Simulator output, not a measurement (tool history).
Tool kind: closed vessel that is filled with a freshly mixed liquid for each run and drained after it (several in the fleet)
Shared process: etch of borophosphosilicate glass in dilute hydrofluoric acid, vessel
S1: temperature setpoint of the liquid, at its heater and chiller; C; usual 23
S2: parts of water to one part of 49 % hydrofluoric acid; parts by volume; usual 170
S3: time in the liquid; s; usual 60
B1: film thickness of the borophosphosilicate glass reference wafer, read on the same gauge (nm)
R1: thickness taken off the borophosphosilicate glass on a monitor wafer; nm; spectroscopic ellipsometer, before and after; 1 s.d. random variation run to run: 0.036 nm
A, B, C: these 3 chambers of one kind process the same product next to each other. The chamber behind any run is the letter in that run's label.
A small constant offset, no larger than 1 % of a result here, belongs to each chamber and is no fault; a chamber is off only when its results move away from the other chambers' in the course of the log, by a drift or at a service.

run   hour  S1   S2  S3      B1       R1
 1B   15.5  23  170  60  90.041   8.3967
 2C   23.8  23  170  60  89.982   8.5658
 3A   36.9  23  170  60  90.011   8.4294
 4C   46.7  23  170  60  90.019   8.5823
 5A   59.2  23  170  60  89.983   8.3609
 6B   67.6  27   95  60  89.972  19.0400
 7C   79.7  27   95  60  89.991  19.5270
 8A   91.9  27   95  60  89.974  18.8980
 9B  104.3  23  170  60  89.997   8.5209
     106.0  -- chamber B: thermometer replaced
10B  111.5  23  170  30  89.981   4.2269
11C  127.2  23  170  30  90.018   4.3002
12A  138.3  23  170  30  89.977   4.2118
13A  151.0  23  170  60  89.999   8.4679
14B  159.7  23  170  60  90.040   8.4452
15C  172.4  23  170  60  89.987   8.4785
16C  180.4  23  170  60  89.989   8.5398
17A  191.6  23  170  60  89.993   8.4261
18B  206.9  23  170  60  89.977   8.4663
19C  215.3  23  170  60  90.016   8.6052
20B  228.5  23  170  60  90.011   8.4355
21A  236.8  23  170  60  90.001   8.4422
22B  245.1  23  170  60  90.010   8.5152

Next, all 3 chambers run the settings below, one line each with question marks for the results. What does each chamber give?
23A  256.8  23  170  60       ?
23B  256.8  23  170  60       ?
23C  256.8  23  170  60       ?

run      R1
23A  8.3737
23B  8.4798
23C  8.5901
